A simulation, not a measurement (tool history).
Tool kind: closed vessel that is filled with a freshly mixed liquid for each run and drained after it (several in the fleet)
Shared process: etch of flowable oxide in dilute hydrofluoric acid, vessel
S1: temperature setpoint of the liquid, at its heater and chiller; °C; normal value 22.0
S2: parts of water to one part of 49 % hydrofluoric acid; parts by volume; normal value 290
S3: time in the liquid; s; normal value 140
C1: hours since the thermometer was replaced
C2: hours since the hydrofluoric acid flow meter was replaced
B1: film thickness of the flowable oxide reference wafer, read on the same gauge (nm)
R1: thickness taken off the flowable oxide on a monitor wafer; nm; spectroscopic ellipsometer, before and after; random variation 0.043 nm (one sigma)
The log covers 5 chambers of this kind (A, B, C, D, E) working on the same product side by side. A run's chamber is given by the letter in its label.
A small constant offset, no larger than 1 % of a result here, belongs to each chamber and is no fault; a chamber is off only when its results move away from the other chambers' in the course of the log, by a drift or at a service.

run   hour    S1   S2   S3      C1      C2      B1      R1
 1E    7.6  22.0  290  140   156.9   198.7  130.00  8.6014
 2B   14.8  22.0  290  140   497.0   621.9  130.01  8.6680
 3A   21.9  22.0  290  140  1225.4   103.7  129.98  8.7119
 4C   26.1  22.0  290  140  2610.8  1076.6  130.01  8.6701
 5D   31.0  22.0  290  140   774.6  1268.5  130.01  8.6366
 6B   36.7  22.0  290  140   518.9   643.8  130.00  8.6550
 7D   41.1  22.0  290  140   784.7  1278.6  130.01  8.6574
 8E   45.9  22.0  290  140   195.2   237.0  130.00  8.6964
 9A   49.8  22.0  290  140  1253.3   131.6  129.99  8.6265
10C   54.5  22.0  420  185  2639.2  1105.0  129.99  6.9688
11E   61.2  22.0  420  185   210.5   252.3  129.98  6.9749
12A   69.0  22.0  420  185  1272.5   150.8  129.99  7.0621
13D   74.3  22.0  420  185   817.9  1311.8  129.99  6.9984
14C   81.8  22.0  420  185  2666.5  1132.3  130.01  6.9686
15B   89.0  22.0  290  140   571.2   696.1  130.00  8.4492
16C   93.9  22.0  290  140  2678.6  1144.4  130.03  8.6866
17D  100.6  22.0  290  140   844.2  1338.1  129.99  8.6312
18B  106.2  17.5  290  140   588.4   713.3  130.00  7.1276
19E  110.8  17.5  290  140   260.1   301.9  130.01  7.3127
20A  116.2  17.5  290  140  1319.7   198.0  130.00  7.3156
21E  120.2  17.5  290  140   269.5   311.3  130.00  7.2749
22B  127.7  17.5  290  140   609.9   734.8  129.99  7.0972
23A  133.9  22.0  290  140  1337.4   215.7  130.00  8.6542
24D  139.3  22.0  290  140   882.9  1376.8  130.01  8.6222
25C  147.0  22.0  290  140  2731.7  1197.5  130.01  8.6523
26D  150.4  22.0  290  140   894.0  1387.9  130.02  8.6253
27A  155.9  22.0  290  140  1359.4   237.7  130.03  8.6212
     158.2  -- chamber B: hydrofluoric acid flow meter replaced
28B  161.6  22.0  290  140   643.8     3.4  130.00  8.2248
29E  169.1  22.0  290  140   318.4   360.2  130.00  8.7174
30C  174.6  22.0  290  140  2759.3  1225.1  130.00  8.6537
     178.9  -- chamber D: hydrofluoric acid flow meter replaced
31D  182.4  22.0  290  140   926.0     3.5  129.97  8.5716
32C  186.0  22.0  290  140  2770.7  1236.5  130.01  8.6106
33E  191.6  22.0  290  140   340.9   382.7  129.99  8.6085
34B  197.8  22.0  290  140   680.0    39.6  130.02  8.2149
35A  205.5  22.0  290  100  1409.0   287.3  129.98  6.2084
36E  209.7  22.0  290  100   359.0   400.8  129.96  6.1400
37A  217.4  22.0  290  100  1420.9   299.2  129.99  6.1827
38D  223.6  22.0  290  100   967.2    44.7  129.98  6.0564
39C  230.0  22.0  290  100  2814.7  1280.5  130.01  6.1592

Predict what each chamber gives when all 5 of them run the settings below next.
40A  235.6  18.5  290  140               ?
40B  235.6  18.5  290  140               ?
40C  235.6  18.5  290  140               ?
40D  235.6  18.5  290  140               ?
40E  235.6  18.5  290  140               ?

run      R1
40A  7.6467
40B  7.0230
40C  7.5529
40D  7.6049
40E  7.5841
